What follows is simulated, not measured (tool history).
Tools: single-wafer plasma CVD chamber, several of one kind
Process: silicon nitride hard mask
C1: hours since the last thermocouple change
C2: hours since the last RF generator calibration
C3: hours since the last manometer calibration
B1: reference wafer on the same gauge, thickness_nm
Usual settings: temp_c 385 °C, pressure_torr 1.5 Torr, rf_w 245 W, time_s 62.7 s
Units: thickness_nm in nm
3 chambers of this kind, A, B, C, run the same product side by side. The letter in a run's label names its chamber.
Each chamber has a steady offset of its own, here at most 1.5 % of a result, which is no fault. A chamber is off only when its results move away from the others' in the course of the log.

{"run": "1B", "hour": 6.5, "temp_c": 385, "pressure_torr": 1.5, "rf_w": 245, "time_s": 62.7, "C1": 479.1, "C2": 1561, "C3": 127.1, "B1": 67.985, "thickness_nm": 62.396}
{"run": "2C", "hour": 11.7, "temp_c": 385, "pressure_torr": 1.5, "rf_w": 245, "time_s": 62.7, "C1": 960.1, "C2": 808.6, "C3": 1724.4, "B1": 67.982, "thickness_nm": 62.618}
{"run": "3A", "hour": 18.8, "temp_c": 385, "pressure_torr": 1.5, "rf_w": 245, "time_s": 62.7, "C1": 1356.6, "C2": 52.6, "C3": 1425.1, "B1": 68.002, "thickness_nm": 61.984}
{"run": "4B", "hour": 27.6, "temp_c": 385, "pressure_torr": 1.5, "rf_w": 245, "time_s": 62.7, "C1": 500.2, "C2": 1582.1, "C3": 148.2, "B1": 68.03, "thickness_nm": 62.337}
{"run": "5A", "hour": 37.3, "temp_c": 385, "pressure_torr": 1.5, "rf_w": 245, "time_s": 62.7, "C1": 1375.1, "C2": 71.1, "C3": 1443.6, "B1": 68.035, "thickness_nm": 61.549}
{"run": "6C", "hour": 44.7, "temp_c": 385, "pressure_torr": 1.5, "rf_w": 245, "time_s": 62.7, "C1": 993.1, "C2": 841.6, "C3": 1757.4, "B1": 68.042, "thickness_nm": 62.515}
{"run": "7B", "hour": 54.2, "temp_c": 385, "pressure_torr": 1.5, "rf_w": 245, "time_s": 62.7, "C1": 526.8, "C2": 1608.7, "C3": 174.8, "B1": 67.975, "thickness_nm": 61.883}
{"run": "8C", "hour": 63.7, "temp_c": 385, "pressure_torr": 1.5, "rf_w": 245, "time_s": 62.7, "C1": 1012.1, "C2": 860.6, "C3": 1776.4, "B1": 68.041, "thickness_nm": 62.777}
{"run": "9A", "hour": 68.0, "temp_c": 385, "pressure_torr": 1.5, "rf_w": 245, "time_s": 62.7, "C1": 1405.8, "C2": 101.8, "C3": 1474.3, "B1": 68.012, "thickness_nm": 61.885}
{"run": "10C", "hour": 76.1, "temp_c": 385, "pressure_torr": 1.5, "rf_w": 245, "time_s": 62.7, "C1": 1024.5, "C2": 873, "C3": 1788.8, "B1": 67.986, "thickness_nm": 62.638}
{"run": "11B", "hour": 80.4, "temp_c": 385, "pressure_torr": 1.5, "rf_w": 245, "time_s": 62.7, "C1": 553, "C2": 1634.9, "C3": 201, "B1": 67.989, "thickness_nm": 62.166}
{"hour": 83.6, "done": "chamber A: thermocouple changed; heater temperature recalibrated"}
{"run": "12A", "hour": 90.0, "temp_c": 385, "pressure_torr": 1.5, "rf_w": 245, "time_s": 62.7, "C1": 6.5, "C2": 123.8, "C3": 1496.3, "B1": 67.967, "thickness_nm": 61.805}
{"run": "13B", "hour": 99.5, "temp_c": 385, "pressure_torr": 1.5, "rf_w": 245, "time_s": 62.7, "C1": 572.1, "C2": 1654, "C3": 220.1, "B1": 67.974, "thickness_nm": 61.825}
{"run": "14A", "hour": 104.0, "temp_c": 385, "pressure_torr": 1.5, "rf_w": 290, "time_s": 67.4, "C1": 20.5, "C2": 137.8, "C3": 1510.3, "B1": 67.976, "thickness_nm": 74.855}
{"run": "15C", "hour": 108.2, "temp_c": 385, "pressure_torr": 1.5, "rf_w": 290, "time_s": 67.4, "C1": 1056.6, "C2": 905.1, "C3": 1820.9, "B1": 68.051, "thickness_nm": 75.558}
{"run": "16B", "hour": 116.6, "temp_c": 385, "pressure_torr": 1.5, "rf_w": 290, "time_s": 67.4, "C1": 589.2, "C2": 1671.1, "C3": 237.2, "B1": 68.038, "thickness_nm": 74.575}
{"run": "17C", "hour": 123.4, "temp_c": 385, "pressure_torr": 1.5, "rf_w": 245, "time_s": 62.7, "C1": 1071.8, "C2": 920.3, "C3": 1836.1, "B1": 67.994, "thickness_nm": 62.729}
{"hour": 128.7, "done": "chamber C: RF generator calibrated"}
{"run": "18A", "hour": 130.8, "temp_c": 385, "pressure_torr": 1.62, "rf_w": 245, "time_s": 72.1, "C1": 47.3, "C2": 164.6, "C3": 1537.1, "B1": 68.031, "thickness_nm": 72.817}
{"run": "19B", "hour": 135.7, "temp_c": 385, "pressure_torr": 1.62, "rf_w": 245, "time_s": 72.1, "C1": 608.3, "C2": 1690.2, "C3": 256.3, "B1": 68.026, "thickness_nm": 72.261}
{"run": "20C", "hour": 144.0, "temp_c": 385, "pressure_torr": 1.62, "rf_w": 245, "time_s": 72.1, "C1": 1092.4, "C2": 15.3, "C3": 1856.7, "B1": 67.974, "thickness_nm": 73.552}
{"run": "21A", "hour": 151.7, "temp_c": 385, "pressure_torr": 1.5, "rf_w": 245, "time_s": 62.7, "C1": 68.2, "C2": 185.5, "C3": 1558, "B1": 68.022, "thickness_nm": 61.57}

All 3 chambers run these settings next. Forecast each chamber's results:
{"run": "22A", "hour": 158.7, "temp_c": 385, "pressure_torr": 1.5, "rf_w": 245, "time_s": 73.8, "thickness_nm": "?"}
{"run": "22B", "hour": 158.7, "temp_c": 385, "pressure_torr": 1.5, "rf_w": 245, "time_s": 73.8, "thickness_nm": "?"}
{"run": "22C", "hour": 158.7, "temp_c": 385, "pressure_torr": 1.5, "rf_w": 245, "time_s": 73.8, "thickness_nm": "?"}

run=22A thickness_nm=72.913
run=22B thickness_nm=71.897
run=22C thickness_nm=73.761

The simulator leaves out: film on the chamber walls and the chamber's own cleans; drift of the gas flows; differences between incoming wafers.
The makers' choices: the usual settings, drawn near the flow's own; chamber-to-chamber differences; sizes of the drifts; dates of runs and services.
